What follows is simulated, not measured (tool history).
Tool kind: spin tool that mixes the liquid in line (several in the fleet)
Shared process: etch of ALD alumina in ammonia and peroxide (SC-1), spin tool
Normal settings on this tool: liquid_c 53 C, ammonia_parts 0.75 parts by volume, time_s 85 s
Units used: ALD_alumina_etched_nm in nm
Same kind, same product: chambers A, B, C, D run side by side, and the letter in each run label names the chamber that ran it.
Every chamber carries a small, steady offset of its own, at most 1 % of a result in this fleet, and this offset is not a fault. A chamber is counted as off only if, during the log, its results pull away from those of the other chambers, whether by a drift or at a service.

run,hour,liquid_c,ammonia_parts,time_s,hours since the thermometer was replaced,hours since the ammonia flow meter was replaced,hours since the heated supply line was repaired,hours since the drum of ammonia solution was connected,"read-back film thickness of the ALD alumina reference wafer, read on the same gauge (nm)",ALD_alumina_etched_nm
1B,3.2,53,0.75,85,1305.5,102.5,2004.9,323.6,110,6.83
2A,6.3,53,0.75,85,429.4,516.6,919.8,41.6,110.02,6.9923
3C,9.8,53,0.75,85,2770.6,80.8,863.6,530.7,109.98,6.9078
4D,13.6,53,0.75,85,2504.5,38.8,2024.7,626.2,110,6.9335
5A,17.2,53,0.75,85,440.3,527.5,930.7,52.5,109.99,6.9053
6B,22.6,53,0.75,85,1324.9,121.9,2024.3,343,110,6.7823
7C,27.4,53,0.75,85,2788.2,98.4,881.2,548.3,110.01,6.9223
# hour 31.7: chamber B: heated supply line repaired
8D,33.6,53,0.75,50,2524.5,58.8,2044.7,646.2,110,4.0785
9C,39.4,53,0.75,50,2800.2,110.4,893.2,560.3,109.99,4.0347
10A,43.3,53,0.75,50,466.4,553.6,956.8,78.6,110,4.1294
# hour 44.2: chamber B: thermometer replaced
11B,47.6,53,0.75,50,3.5,146.9,16,368,109.97,3.9172
12D,51,53,0.75,85,2541.9,76.2,2062.1,663.6,109.98,6.8716
13D,55.4,53,0.75,85,2546.3,80.6,2066.5,668,110.04,6.904
14A,58.6,45.5,1.1,85,481.7,568.9,972.1,93.9,110.01,4.8185
15C,61.8,45.5,1.1,85,2822.6,132.8,915.6,582.7,110.01,4.778
16B,68.3,45.5,1.1,85,24.2,167.6,36.7,388.7,110.02,4.6645
17C,74.4,45.5,1.1,85,2835.2,145.4,928.2,595.3,110,4.7975
18B,79,53,0.75,85,34.9,178.3,47.4,399.4,110.04,6.8042
19A,83.4,53,0.75,85,506.5,593.7,996.9,118.7,109.99,6.9272
20D,89.7,53,0.75,85,2580.6,114.9,2100.8,702.3,110.02,6.8177
21D,95.7,53,0.75,85,2586.6,120.9,2106.8,708.3,110,6.8645
22A,99.8,53,0.75,85,522.9,610.1,1013.3,135.1,110.01,6.9881
23C,105,53,0.75,85,2865.8,176,958.8,625.9,110.04,6.7226
24B,111,53,0.75,85,66.9,210.3,79.4,431.4,110.01,6.8705
# hour 111.6: chamber C: thermometer replaced
25A,114,53,0.75,85,537.1,624.3,1027.5,149.3,110.03,7.0194
26C,116.9,56.5,0.75,130,5.4,187.9,970.7,637.8,110.05,12.257
27D,123,56.5,0.75,130,2613.9,148.2,2134.1,735.6,110.01,12.732
28B,128.1,56.5,0.75,130,84,227.4,96.5,448.5,110.02,12.553
29D,132.2,56.5,0.75,130,2623.1,157.4,2143.3,744.8,110.05,12.54
30C,138.4,53,0.75,85,26.9,209.4,992.2,659.3,110.02,6.4987
31A,144.3,53,0.75,85,567.4,654.6,1057.8,179.6,109.99,6.9287
32B,148.9,53,0.75,85,104.8,248.2,117.3,469.3,110.03,6.7898
33B,154.5,53,0.75,85,110.4,253.8,122.9,474.9,110,6.8737
# hour 158.4: chamber A: new drum of ammonia solution connected
34A,160.8,53,0.75,85,583.9,671.1,1074.3,2.4,110,6.8937
35C,164.2,53,0.75,85,52.7,235.2,1018,685.1,110.02,6.2241
36D,167.9,53,0.75,85,2658.8,193.1,2179,780.5,109.97,6.8508
37A,171.5,53,0.75,85,594.6,681.8,1085,13.1,110.01,6.8727
38B,177.3,53,0.75,45,133.2,276.6,145.7,497.7,109.97,3.6232
39C,183.4,53,0.75,45,71.9,254.4,1037.2,704.3,109.99,3.3175
40D,189.2,53,0.75,45,2680.1,214.4,2200.3,801.8,110.01,3.5492
41A,195.6,53,0.75,45,618.7,705.9,1109.1,37.2,109.98,3.6807
# hour 196.7: chamber D: heated supply line repaired
42C,199.7,53,0.75,85,88.2,270.7,1053.5,720.6,110.02,6.2224
43D,205.4,44.5,0.75,85,2696.3,230.6,8.8,818,110.01,4.3685
44B,210.7,44.5,0.75,85,166.6,310,179.1,531.1,110.02,4.2729

Has any chamber moved away from the others, gradually or after a service, or does the common gauge drift, or do the chambers differ only by their own small steady offsets? State the chamber and the most likely cause if one applies.

Chamber C drifts away from the others.
Most likely cause: temperature lost on the way to the wafer (K) = 2.35.

Chamber C could run next with any of the 4 candidate recipes listed below; each alters the usual settings, and their results appear as question marks. Which one brings its results back in line with what the other chambers deliver on the usual settings?
In line means no further than this from the other chambers' mean on the usual settings: ALD_alumina_etched_nm 0.22 nm
45C-1,215.3,54,0.75,90,,,,,,?
45C-2,215.3,53,0.45,85,,,,,,?
45C-3,215.3,53,0.75,75,,,,,,?
45C-4,215.3,53,1.05,85,,,,,,?

Average result of the remaining chambers running the usual settings: ALD_alumina_etched_nm 6.8966 nm
run,ALD_alumina_etched_nm
45C-1,6.8195
45C-2,5.8158
45C-3,5.3842
45C-4,6.2991
The right change is 45C-1: it brings the chamber back within the allowed miss of the others.
